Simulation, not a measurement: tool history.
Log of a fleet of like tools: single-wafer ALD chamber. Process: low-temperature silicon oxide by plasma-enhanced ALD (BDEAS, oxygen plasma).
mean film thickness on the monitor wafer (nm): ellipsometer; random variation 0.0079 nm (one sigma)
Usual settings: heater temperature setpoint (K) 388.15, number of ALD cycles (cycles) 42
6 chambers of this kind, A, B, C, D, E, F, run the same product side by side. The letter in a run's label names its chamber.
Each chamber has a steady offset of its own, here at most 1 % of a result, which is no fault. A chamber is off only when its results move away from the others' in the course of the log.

run   hour  heater temperature setpoint (K)  number of ALD cycles (cycles)  hours since the last thermocouple change  read-back reference wafer on the same gauge, thickness_nm  mean film thickness on the monitor wafer (nm)
 1D    8.9                           388.15                             42                                     807.0                                                     5.3167                                         5.8892
 2B   17.5                           388.15                             42                                    1452.1                                                     5.3182                                         5.7931
 3F   27.3                           388.15                             42                                    1045.9                                                     5.3189                                         5.8351
 4A   33.6                           388.15                             42                                      84.0                                                     5.3177                                         5.8410
 5C   40.4                           388.15                             42                                     314.9                                                     5.3179                                         5.7743
 6E   46.3                           388.15                             42                                     547.2                                                     5.3168                                         5.8705
 7E   51.3                           388.15                             42                                     552.2                                                     5.3150                                         5.8917
 8F   60.3                           388.15                             42                                    1078.9                                                     5.3149                                         5.8409
 9D   68.7                           388.15                             42                                     866.8                                                     5.3147                                         5.8706
10C   79.3                           388.15                             42                                     353.8                                                     5.3143                                         5.7973
11A   84.6                           388.15                             42                                     135.0                                                     5.3108                                         5.8136
12B   92.6                           388.15                             42                                    1527.2                                                     5.3130                                         5.7902
13B   98.6                           380.15                             46                                    1533.2                                                     5.3119                                         6.4378
14F  108.6                           380.15                             46                                    1127.2                                                     5.3103                                         6.4817
15A  114.4                           380.15                             46                                     164.8                                                     5.3096                                         6.4843
16E  125.7                           380.15                             46                                     626.6                                                     5.3103                                         6.5231
17D  131.9                           380.15                             46                                     930.0                                                     5.3122                                         6.5195
18C  141.4                           380.15                             46                                     415.9                                                     5.3090                                         6.4061
19E  147.7                           388.15                             42                                     648.6                                                     5.3089                                         5.8757
20F  156.9                           388.15                             42                                    1175.5                                                     5.3055                                         5.8275
21B  163.6                           388.15                             42                                    1598.2                                                     5.3065                                         5.7814
22C  174.1                           388.15                             42                                     448.6                                                     5.3049                                         5.7835
23D  179.6                           388.15                             42                                     977.7                                                     5.3058                                         5.8595
24A  189.5                           388.15                             42                                     239.9                                                     5.3039                                         5.8400
25C  199.5                           402.15                             36                                     474.0                                                     5.3022                                         4.8215
26F  205.7                           402.15                             36                                    1224.3                                                     5.3052                                         4.8530
     206.9  -- chamber B: thermocouple changed; heater temperature recalibrated
27A  212.6                           402.15                             36                                     263.0                                                     5.3029                                         4.8513
28D  220.4                           402.15                             36                                    1018.5                                                     5.3013                                         4.8969
29B  231.4                           402.15                             36                                      24.5                                                     5.2996                                         4.8228
30E  239.0                           402.15                             36                                     739.9                                                     5.3020                                         4.8880
31A  247.2                           388.15                             50                                     297.6                                                     5.2995                                         6.9224
32C  257.7                           388.15                             50                                     532.2                                                     5.2983                                         6.8843
33E  266.3                           388.15                             50                                     767.2                                                     5.2979                                         6.9734
34F  276.4                           388.15                             50                                    1295.0                                                     5.2973                                         6.9397
35D  284.0                           388.15                             50                                    1082.1                                                     5.2966                                         6.9679
36B  292.5                           388.15                             50                                      85.6                                                     5.2971                                         6.8845
37C  301.4                           388.15                             42                                     575.9                                                     5.2940                                         5.7571
38A  312.1                           388.15                             42                                     362.5                                                     5.2951                                         5.8232
39D  320.4                           388.15                             42                                    1118.5                                                     5.2930                                         5.8441
40E  330.4                           388.15                             42                                     831.3                                                     5.2925                                         5.8533
41F  337.7                           388.15                             42                                    1356.3                                                     5.2951                                         5.8186
42B  346.1                           388.15                             42                                     139.2                                                     5.2903                                         5.7831

Is one chamber off against the others, does the gauge drift, or is nothing wrong? If a chamber is off, say which, and what the likeliest cause is.

The gauge drifts, so all chambers seem to drift together. No chamber is off.
Cause: gauge reads low (%) = 0.554.
